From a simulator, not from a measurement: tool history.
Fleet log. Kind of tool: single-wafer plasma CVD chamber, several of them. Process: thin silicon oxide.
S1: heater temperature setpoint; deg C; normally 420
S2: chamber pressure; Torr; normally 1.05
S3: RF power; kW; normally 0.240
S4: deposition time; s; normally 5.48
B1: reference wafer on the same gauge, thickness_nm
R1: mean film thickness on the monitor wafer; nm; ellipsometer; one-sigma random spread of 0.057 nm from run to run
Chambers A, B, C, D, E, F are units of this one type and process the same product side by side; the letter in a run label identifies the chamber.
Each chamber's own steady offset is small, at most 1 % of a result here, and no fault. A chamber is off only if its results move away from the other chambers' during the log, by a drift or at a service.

run,day,S1,S2,S3,S4,B1,R1
# day 0.362: chamber C: capacitance manometer re-zeroed and calibrated
1F,0.429,420,1.05,0.240,5.48,11.288,11.2640
2B,0.754,420,1.05,0.240,5.48,11.309,11.0460
3A,1.154,420,1.05,0.240,5.48,11.291,11.2080
4E,1.583,420,1.05,0.240,5.48,11.292,11.2980
5D,2.100,420,1.05,0.240,5.48,11.306,11.2400
6C,2.675,420,1.05,0.240,5.48,11.288,11.1700
7A,3.012,420,1.05,0.240,5.48,11.288,11.2500
8D,3.321,420,1.05,0.240,5.48,11.303,11.1420
9F,3.729,420,1.05,0.240,5.48,11.302,11.3640
10B,4.117,420,1.05,0.240,5.48,11.297,11.1200
# day 4.458: chamber B: capacitance manometer re-zeroed and calibrated
11C,4.467,420,1.22,0.240,5.48,11.292,12.2530
12E,4.883,420,1.22,0.240,5.48,11.305,12.4540
# day 4.896: chamber B: thermocouple changed; heater temperature recalibrated
13F,5.358,420,1.22,0.240,5.48,11.300,12.4310
14A,5.729,420,1.22,0.240,5.48,11.300,12.4420
15C,6.271,420,1.22,0.240,5.48,11.303,12.2710
16E,6.717,420,1.22,0.240,5.48,11.311,12.3830
17D,7.092,420,1.05,0.240,5.48,11.297,11.1150
18B,7.725,420,0.91,0.240,5.48,11.294,10.0950
19E,8.075,420,0.91,0.240,5.48,11.302,10.1480
20D,8.412,420,0.91,0.240,5.48,11.296,10.0070
21B,8.883,420,0.91,0.240,5.48,11.286,10.0630
22A,9.483,420,0.91,0.240,5.48,11.317,10.1260
23C,9.988,420,0.91,0.240,5.48,11.299,9.8047
24F,10.612,420,1.05,0.240,5.48,11.285,11.4050
25C,11.146,420,1.05,0.240,5.48,11.317,10.9160
26E,11.417,420,1.05,0.240,5.48,11.298,11.3080
27B,11.975,420,1.05,0.240,5.48,11.307,11.2000
28A,12.558,420,1.05,0.240,5.48,11.297,11.2690
29D,13.012,420,1.05,0.240,5.48,11.291,11.1490
30F,13.288,420,1.05,0.240,5.48,11.304,11.2890
31B,13.721,420,1.05,0.240,5.48,11.299,11.1290
32C,14.046,420,1.05,0.240,5.48,11.310,10.8160
33D,14.338,420,1.05,0.240,5.48,11.289,11.1950
34F,14.921,420,1.05,0.240,5.48,11.319,11.3110
35A,15.475,425,1.05,0.240,5.48,11.302,11.2580
36E,15.825,425,1.05,0.240,5.48,11.288,11.2420
37E,16.312,425,1.05,0.240,5.48,11.301,11.1880
38F,16.621,425,1.05,0.240,5.48,11.312,11.1730
39A,17.004,425,1.05,0.240,5.48,11.298,11.2340
40C,17.388,425,1.05,0.240,5.48,11.299,10.7560

Which is it: a chamber that has drifted or been left off by a service, a gauge drift common to all chambers, or only each chamber's usual small offset? If a chamber is off, name it and its likeliest cause.

One chamber, C, drifts off from the rest bit by bit.
Likeliest cause: delivered RF power below the setpoint (%) = 7.64.
Not necessarily distinguishable in this log from: true pressure below the setpoint (%).

Below are 4 candidate recipes for chamber C's next run, each the usual settings with a change, their results shown as question marks. Which of them brings C's results back in line with what the other chambers give on the usual settings?
In line means no further than this from the other chambers' mean on the usual settings: R1 0.2000 nm
41C-1,17.842,420,1.04,0.240,5.48,,?
41C-2,17.842,420,1.11,0.240,5.48,,?
41C-3,17.842,420,1.00,0.235,5.48,,?
41C-4,17.842,420,1.06,0.240,5.51,,?

The mean the other chambers reach with the usual settings: R1 11.2340 nm
run,R1
41C-1,10.7510
41C-2,11.2350
41C-3,10.3660
41C-4,10.9500
Change 41C-2 lands the chamber within the allowed miss of the other chambers.
